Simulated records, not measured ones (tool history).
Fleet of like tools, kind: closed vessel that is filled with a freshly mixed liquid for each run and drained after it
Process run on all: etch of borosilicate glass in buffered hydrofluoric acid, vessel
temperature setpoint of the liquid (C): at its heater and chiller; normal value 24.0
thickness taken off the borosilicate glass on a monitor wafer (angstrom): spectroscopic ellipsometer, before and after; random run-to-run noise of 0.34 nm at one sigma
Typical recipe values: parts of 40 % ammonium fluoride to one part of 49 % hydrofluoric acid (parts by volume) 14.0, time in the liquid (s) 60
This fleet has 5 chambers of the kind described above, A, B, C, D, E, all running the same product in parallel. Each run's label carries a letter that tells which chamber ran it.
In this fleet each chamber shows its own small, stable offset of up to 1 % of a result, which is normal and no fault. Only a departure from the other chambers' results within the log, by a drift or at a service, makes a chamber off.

run,day,temperature setpoint of the liquid (C),parts of 40 % ammonium fluoride to one part of 49 % hydrofluoric acid (parts by volume),time in the liquid (s),"read-back film thickness of the borosilicate glass reference wafer, read on the same gauge (nm)",thickness taken off the borosilicate glass on a monitor wafer (angstrom)
1A,0.367,24.0,14.0,60,59.942,534.37
2B,0.779,24.0,14.0,60,59.972,536.57
3C,1.242,24.0,14.0,60,59.992,528.61
4D,1.800,24.0,14.0,60,60.024,535.24
5E,2.358,24.0,14.0,60,60.032,532.54
6B,2.629,20.0,9.5,60,59.965,627.06
7D,2.921,20.0,9.5,60,60.001,618.09
8C,3.221,20.0,9.5,60,59.974,622.55
9A,3.554,20.0,9.5,60,60.001,616.17
10E,3.979,20.0,9.5,60,59.997,618.19
11B,4.350,24.0,14.0,60,60.020,528.96
12A,4.650,24.0,14.0,60,59.980,537.23
13C,5.046,24.0,14.0,60,60.016,532.97
# day 5.321: chamber C: hydrofluoric acid flow meter replaced
14E,5.404,24.0,14.0,60,59.983,531.25
15D,5.900,24.0,14.0,60,60.003,537.70
16B,6.271,24.0,14.0,60,59.979,537.12
17E,6.783,24.0,14.0,60,60.013,526.91
18D,7.042,24.0,14.0,60,60.008,533.02
19A,7.442,24.0,14.0,60,59.991,534.63
20C,7.796,24.0,14.0,60,59.956,531.18
21C,8.246,24.0,14.0,60,60.033,531.31
22D,8.779,24.0,14.0,60,59.946,530.40
23E,9.342,24.0,14.0,60,59.965,521.97
24A,9.812,24.0,14.0,60,59.982,534.20
25B,10.225,20.5,12.5,60,60.019,500.78
26C,10.617,20.5,12.5,60,60.030,493.36
27B,10.950,20.5,12.5,60,60.045,503.53
28D,11.217,20.5,12.5,60,60.020,496.23
29E,11.667,20.5,12.5,60,60.001,479.11
30A,12.175,24.0,14.0,60,59.975,526.75

Decide between three cases: one chamber stands off from its peers, the gauge reading all wafers drifts, or nothing is wrong past each chamber's small offset. Where a chamber is off, say which and what most likely put it there.

Chamber E drifts away from the others.
Cause: hydrofluoric acid flow below the setpoint (%) = 4.39.
From this log alone, it may not be told apart from: liquid colder than its thermometer reads (K).

Here are 4 candidates for chamber E's next run, each the usual settings with a change, their results left as question marks. Which one brings its results back in line with what the others give on the usual settings?
Maximum distance from the other chambers' mean on the usual settings for a result to count as in line: thickness taken off the borosilicate glass on a monitor wafer (angstrom) 12.00
31E-1,12.588,24.0,13.5,60,,?
31E-2,12.588,24.0,14.0,65,,?
31E-3,12.588,24.0,14.0,55,,?
31E-4,12.588,24.0,14.5,60,,?

Other chambers, usual settings, mean: thickness taken off the borosilicate glass on a monitor wafer (angstrom) 533.77
run,thickness taken off the borosilicate glass on a monitor wafer (angstrom)
31E-1,533.12
31E-2,557.45
31E-3,471.69
31E-4,497.26
31E-1 brings the chamber back in line.
